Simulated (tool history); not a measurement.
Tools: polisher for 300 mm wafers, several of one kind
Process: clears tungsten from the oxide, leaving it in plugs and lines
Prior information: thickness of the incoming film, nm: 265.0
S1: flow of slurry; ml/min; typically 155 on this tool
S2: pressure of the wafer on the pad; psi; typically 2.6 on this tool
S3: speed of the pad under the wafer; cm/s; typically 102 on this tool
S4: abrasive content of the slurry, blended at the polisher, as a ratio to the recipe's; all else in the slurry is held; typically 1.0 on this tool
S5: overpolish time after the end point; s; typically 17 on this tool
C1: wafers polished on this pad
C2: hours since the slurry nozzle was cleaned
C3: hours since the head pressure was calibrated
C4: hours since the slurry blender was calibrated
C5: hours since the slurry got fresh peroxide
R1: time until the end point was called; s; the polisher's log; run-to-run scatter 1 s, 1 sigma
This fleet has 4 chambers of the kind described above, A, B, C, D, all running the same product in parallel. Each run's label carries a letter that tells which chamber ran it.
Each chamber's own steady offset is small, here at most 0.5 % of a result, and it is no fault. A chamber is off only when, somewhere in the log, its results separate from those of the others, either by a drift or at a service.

run,hour,S1,S2,S3,S4,S5,C1,C2,C3,C4,C5,R1
# hour 4.8: chamber A: slurry tank refilled with fresh slurry and peroxide
1C,13.5,155,2.6,102,1.0,17,134,84.5,289.1,161.6,94.2,65.183
2B,24.3,155,2.6,102,1.0,17,552,198.7,206.9,28.0,76.1,66.677
3A,35.3,155,2.6,102,1.0,17,869,319.9,1122.2,179.3,30.6,67.110
# hour 38.5: chamber D: worn pad replaced by a new one
4D,46.6,155,2.6,102,1.0,17,78,82.1,106.6,261.2,81.9,67.163
# hour 52.1: chamber C: slurry blender recalibrated
5C,57.2,155,2.6,102,1.0,17,550,128.2,332.8,5.2,137.9,65.770
# hour 58.9: chamber A: worn pad replaced by a new one
# hour 63.2: chamber C: worn pad replaced by a new one
6A,65.4,155,2.6,102,1.0,17,62,350.0,1152.3,209.4,60.7,63.997
# hour 65.9: chamber A: slurry nozzle cleaned
# hour 68.3: chamber D: slurry tank refilled with fresh slurry and peroxide
# hour 69.2: chamber B: slurry tank refilled with fresh slurry and peroxide
# hour 74.0: chamber D: slurry blender recalibrated
7D,74.7,155,2.6,102,1.0,17,346,110.2,134.7,0.7,6.4,66.527
8B,87.0,155,3.5,102,1.2,17,1150,261.4,269.6,90.7,17.8,47.684
9C,100.3,155,3.5,102,1.2,17,354,171.3,375.9,48.3,181.0,46.172
# hour 104.8: chamber B: worn pad replaced by a new one
10B,109.2,155,3.5,102,1.2,17,42,283.6,291.8,112.9,40.0,47.005
# hour 116.3: chamber D: worn pad replaced by a new one
11A,122.8,155,3.5,102,1.2,17,609,56.9,1209.7,266.8,118.1,46.464
# hour 132.9: chamber C: worn pad replaced by a new one
12D,136.3,155,2.6,102,1.0,17,191,171.8,196.3,62.3,68.0,64.384
13B,142.2,155,2.6,102,1.0,17,357,316.6,324.8,145.9,73.0,66.058
14C,148.2,155,2.6,102,1.0,17,145,219.2,423.8,96.2,228.9,65.363
15A,156.1,155,2.6,102,1.0,17,927,90.2,1243.0,300.1,151.4,67.707
16D,163.3,155,2.6,102,1.0,17,448,198.8,223.3,89.3,95.0,65.267
# hour 163.8: chamber A: worn pad replaced by a new one
17D,176.5,155,2.6,102,1.0,17,574,212.0,236.5,102.5,108.2,63.799
# hour 178.0: chamber D: slurry tank refilled with fresh slurry and peroxide
18A,187.9,155,2.6,102,1.1,17,229,122.0,1274.8,331.9,183.2,65.363
# hour 194.3: chamber B: slurry nozzle cleaned
# hour 196.6: chamber D: worn pad replaced by a new one
# hour 199.1: chamber B: slurry tank refilled with fresh slurry and peroxide
19B,200.5,155,2.6,102,1.1,17,913,6.2,383.1,204.2,1.5,65.961
# hour 202.7: chamber A: slurry tank refilled with fresh slurry and peroxide
20C,209.1,155,2.6,102,1.1,17,726,280.1,484.7,157.1,289.8,66.144
# hour 214.2: chamber C: worn pad replaced by a new one
21C,218.0,155,2.6,102,1.1,17,36,289.0,493.6,166.0,298.7,66.392
# hour 221.4: chamber C: slurry nozzle cleaned
# hour 224.3: chamber C: slurry blender recalibrated
# hour 225.9: chamber B: worn pad replaced by a new one
22A,230.0,155,2.6,102,1.0,17,631,164.1,1316.9,374.0,27.4,66.141
23B,239.7,155,2.6,102,1.0,17,132,45.4,422.3,243.4,40.7,68.656
# hour 244.9: chamber A: slurry blender recalibrated
24D,246.3,155,2.6,102,1.0,17,474,281.8,306.3,172.3,68.3,63.495
25A,255.8,155,2.6,102,1.0,17,877,189.9,1342.7,10.9,53.2,67.659
26B,263.0,155,2.6,102,1.0,17,354,68.7,445.6,266.7,64.0,65.908
# hour 270.6: chamber A: worn pad replaced by a new one
27D,272.2,155,2.6,72,1.0,17,721,307.7,332.2,198.2,94.2,93.894
# hour 273.3: chamber D: head pressure recalibrated
# hour 277.9: chamber D: slurry tank refilled with fresh slurry and peroxide
# hour 280.7: chamber C: worn pad replaced by a new one
# hour 283.5: chamber D: worn pad replaced by a new one
28C,285.7,155,2.6,72,1.0,17,48,64.4,561.3,61.4,366.4,99.094
29C,293.5,155,2.6,72,1.0,17,122,72.2,569.1,69.2,374.2,99.580
30D,300.5,155,2.6,72,1.0,17,162,336.0,27.3,226.5,22.6,94.302
31A,312.4,155,2.6,80,1.0,17,398,246.5,1399.3,67.5,109.8,84.031
# hour 321.6: chamber B: slurry tank refilled with fresh slurry and peroxide
# hour 322.5: chamber D: slurry blender recalibrated
32B,324.4,155,2.6,80,1.0,17,940,130.1,507.0,328.1,2.8,82.086
33A,330.5,155,2.6,80,1.0,17,571,264.6,1417.4,85.6,127.9,82.401
# hour 333.7: chamber B: slurry blender recalibrated
34C,338.7,155,2.6,80,1.0,17,553,117.4,614.3,114.4,419.4,91.410
# hour 345.6: chamber B: worn pad replaced by a new one
35D,348.4,155,2.6,102,1.0,17,618,383.9,75.2,25.9,70.5,65.747
36B,361.3,155,2.6,102,1.0,17,149,167.0,543.9,27.6,39.7,66.530
# hour 362.4: chamber D: worn pad replaced by a new one
37D,367.9,125,2.6,102,1.0,8,53,403.4,94.7,45.4,90.0,67.316

Each of the 4 chambers runs these same settings next. Fill in every chamber's results:
38A,377.6,155,2.6,102,1.0,24,,,,,,?
38B,377.6,155,2.6,102,1.0,24,,,,,,?
38C,377.6,155,2.6,102,1.0,24,,,,,,?
38D,377.6,155,2.6,102,1.0,24,,,,,,?

run,R1
38A,67.613
38B,67.133
38C,76.094
38D,65.017

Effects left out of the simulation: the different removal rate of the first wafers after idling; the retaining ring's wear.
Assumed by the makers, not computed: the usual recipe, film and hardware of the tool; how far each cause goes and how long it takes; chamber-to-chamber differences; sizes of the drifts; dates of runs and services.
